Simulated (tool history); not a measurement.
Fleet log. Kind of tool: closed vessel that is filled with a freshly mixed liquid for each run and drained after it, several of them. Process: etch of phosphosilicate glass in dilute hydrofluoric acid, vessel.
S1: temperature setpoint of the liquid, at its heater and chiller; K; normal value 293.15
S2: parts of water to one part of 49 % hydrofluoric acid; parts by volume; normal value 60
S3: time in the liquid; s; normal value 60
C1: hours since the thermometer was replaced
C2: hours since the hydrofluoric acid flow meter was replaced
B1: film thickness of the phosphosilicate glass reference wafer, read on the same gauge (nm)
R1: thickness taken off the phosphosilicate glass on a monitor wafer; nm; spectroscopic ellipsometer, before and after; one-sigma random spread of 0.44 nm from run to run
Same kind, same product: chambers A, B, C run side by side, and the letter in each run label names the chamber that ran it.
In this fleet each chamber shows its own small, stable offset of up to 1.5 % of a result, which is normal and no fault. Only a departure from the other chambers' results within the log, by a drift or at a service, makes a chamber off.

run   hour      S1  S2  S3      C1      C2      B1       R1
 1A    5.0  293.15  60  60   383.9  1577.3  139.97  110.510
 2B   11.9  293.15  60  60   509.2   976.2  139.99  111.570
 3C   19.1  293.15  60  60   911.2   384.9  139.96  109.410
 4B   23.7  293.15  60  60   521.0   988.0  140.01  111.330
 5C   31.9  293.15  60  60   924.0   397.7  140.03  109.120
 6A   36.7  293.15  60  60   415.6  1609.0  140.02  109.390
 7A   41.1  293.15  80  80   420.0  1613.4  139.97  107.020
 8B   49.3  293.15  80  80   546.6  1013.6  140.02  108.850
 9C   53.9  293.15  80  80   946.0   419.7  139.99  106.320
10A   58.0  293.15  60  60   436.9  1630.3  140.02  109.940
11C   63.2  293.15  60  60   955.3   429.0  140.05  109.210
12B   68.1  293.15  60  75   565.4  1032.4  139.96  139.770
13B   74.5  293.15  60  75   571.8  1038.8  140.04  140.010
14A   78.5  293.15  60  75   457.4  1650.8  140.00  138.470
15C   83.6  290.65  60  60   975.7   449.4  139.98   98.255
16A   90.3  290.65  60  60   469.2  1662.6  140.04   99.817
17C   96.0  290.65  60  60   988.1   461.8  140.02   98.620
18B  101.4  293.15  60  35   598.7  1065.7  140.03   64.898
19A  108.5  293.15  60  35   487.4  1680.8  140.01   64.648
20B  112.4  293.15  60  35   609.7  1076.7  139.99   65.020
21C  118.1  293.15  60  60  1010.2   483.9  140.02  109.140
22A  122.9  293.15  60  60   501.8  1695.2  140.03  111.840
23B  130.6  293.15  60  60   627.9  1094.9  140.02  111.670
24C  135.2  296.15  85  60  1027.3   501.0  139.97   84.206
25B  143.4  296.15  85  60   640.7  1107.7  139.98   86.019
26A  151.6  296.15  85  60   530.5  1723.9  140.01   87.261
27C  156.9  293.15  60  60  1049.0   522.7  140.02  108.810
28A  162.9  293.15  60  60   541.8  1735.2  140.02  113.340
29B  171.0  293.15  60  60   668.3  1135.3  140.00  111.480
30C  176.6  293.15  60  60  1068.7   542.4  139.99  109.320
31C  185.2  293.15  60  60  1077.3   551.0  139.98  109.640
32B  190.7  293.15  60  60   688.0  1155.0  140.00  111.140
33A  198.0  293.15  60  60   576.9  1770.3  140.04  112.990
34C  206.5  293.15  60  60  1098.6   572.3  139.99  109.920
35B  212.6  293.15  45  60   709.9  1176.9  139.97  152.960

Decide between three cases: one chamber stands off from its peers, the gauge reading all wafers drifts, or nothing is wrong past each chamber's small offset. Where a chamber is off, say which and what most likely put it there.

Chamber A drifts away from the others.
What lies behind it: hydrofluoric acid flow above the setpoint (%) = 4.2.
From this log alone, it may not be told apart from: liquid hotter than its thermometer reads (K).

Chamber A could run next with any of the 4 candidate recipes listed below; each alters the usual settings, and their results appear as question marks. Which one brings its results back in line with what the other chambers deliver on the usual settings?
A result is in line if it is within this distance of the other chambers' mean on the usual settings: R1 1.600 nm
36A-1  219.0  293.15  60  65               ?
36A-2  219.0  294.15  60  60               ?
36A-3  219.0  293.15  60  55               ?
36A-4  219.0  292.15  60  60               ?

On the usual settings, the other chambers give on average: R1 110.380 nm
  run       R1
36A-1  124.300
36A-2  119.720
36A-3  105.180
36A-4  109.930
36A-4 is the one that brings the chamber's results back in line with the other chambers.
